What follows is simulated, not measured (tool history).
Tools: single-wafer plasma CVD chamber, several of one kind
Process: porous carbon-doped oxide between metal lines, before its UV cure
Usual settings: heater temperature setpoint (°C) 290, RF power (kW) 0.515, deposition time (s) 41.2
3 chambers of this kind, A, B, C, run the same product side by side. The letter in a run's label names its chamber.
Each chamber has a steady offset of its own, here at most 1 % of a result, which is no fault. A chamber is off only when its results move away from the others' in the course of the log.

run   hour  heater temperature setpoint (°C)  RF power (kW)  deposition time (s)  read-back reference wafer on the same gauge, thickness_nm  mean film thickness on the monitor wafer (angstrom)
 1B   10.9                               290          0.515                 41.2                                                     274.97                                               2383.7
 2A   20.1                               290          0.515                 41.2                                                     275.07                                               2381.9
 3C   27.6                               290          0.515                 41.2                                                     274.98                                               2384.9
 4B   34.1                               290          0.515                 41.2                                                     274.93                                               2373.9
 5C   39.9                               290          0.515                 41.2                                                     275.13                                               2395.2
 6A   49.1                               290          0.515                 41.2                                                      275.1                                               2355.1
 7A   53.9                               290          0.515                 41.2                                                     275.12                                               2377.4
 8C   60.1                               290          0.515                 41.2                                                     274.89                                               2397.5
 9B   66.9                               290          0.515                 41.2                                                     274.93                                               2374.9
10B   74.3                               290          0.515                 41.2                                                     275.13                                               2362.3
11A   79.6                               290          0.585                 41.2                                                     275.04                                               2582.7
      84.3  -- chamber B: thermocouple changed; heater temperature recalibrated
12C   89.4                               290          0.585                 41.2                                                     275.05                                                 2615
13A   95.9                               290          0.585                 41.2                                                     274.89                                               2578.8
14C  100.9                               290          0.515                 41.2                                                     274.99                                               2398.5
15B  110.9                               290          0.515                 41.2                                                     275.23                                               2295.7
16C    121                               290          0.515                 41.2                                                     275.08                                               2387.7
17B  128.7                               290          0.515                 41.2                                                     274.97                                               2297.5
18A  138.2                               278          0.515                 41.2                                                     274.98                                               2551.5
19A  143.9                               278          0.515                 41.2                                                     274.99                                               2550.6
20C    153                               278          0.515                 41.2                                                     275.07                                               2574.3
21B  162.4                               290          0.515                 41.2                                                      274.9                                               2300.9
22C  168.2                               290          0.515                 41.2                                                        275                                               2389.6
23B  178.8                               290          0.515                 41.2                                                     275.17                                               2313.5
24A  187.3                               290          0.515                 44.8                                                     275.06                                               2575.7
25A  196.8                               290          0.515                 44.8                                                     275.16                                               2580.7
26B  202.8                               290          0.515                 44.8                                                     274.98                                               2492.5
27C  211.9                               290          0.515                 41.2                                                     275.17                                               2399.1
28B  219.4                               290          0.515                 41.2                                                     274.99                                               2283.3
29C  225.5                               290          0.515                 41.2                                                     274.97                                               2390.8
30A  232.6                               290          0.515                 41.2                                                     275.06                                               2377.8
31A  239.1                               290          0.515                 41.2                                                     274.99                                               2377.6
32B    247                               290          0.515                 41.2                                                     275.01                                               2295.1
33C  253.6                               290          0.515                 41.2                                                     274.77                                               2391.7
34B  263.3                               290          0.515                 41.2                                                     275.01                                               2293.6
35C    271                               290          0.515                 41.2                                                     275.08                                               2397.7

Is one chamber off against the others, does the gauge drift, or is nothing wrong? If a chamber is off, say which, and what the likeliest cause is.

A service left chamber B off against the others.
Cause: wafer temperature above the value expected at the setpoint (K) = 5.86.

Here are 4 candidates for chamber B's next run, each the usual settings with a change, their results left as question marks. Which one brings its results back in line with what the others give on the usual settings?
In line means no further than this from the other chambers' mean on the usual settings: mean film thickness on the monitor wafer (angstrom) 25
36B-1   279                               290          0.515                 41.9                                                                                                               ?
36B-2   279                               292          0.495                 41.2                                                                                                               ?
36B-3   279                               290           0.51                 40.7                                                                                                               ?
36B-4   279                               290          0.525                 42.2                                                                                                               ?

The other chambers' mean on the usual settings: mean film thickness on the monitor wafer (angstrom) 2382.1
  run  mean film thickness on the monitor wafer (angstrom)
36B-1                                               2336.1
36B-2                                               2211.8
36B-3                                                 2256
36B-4                                                 2383
36B-4 brings the chamber back in line.
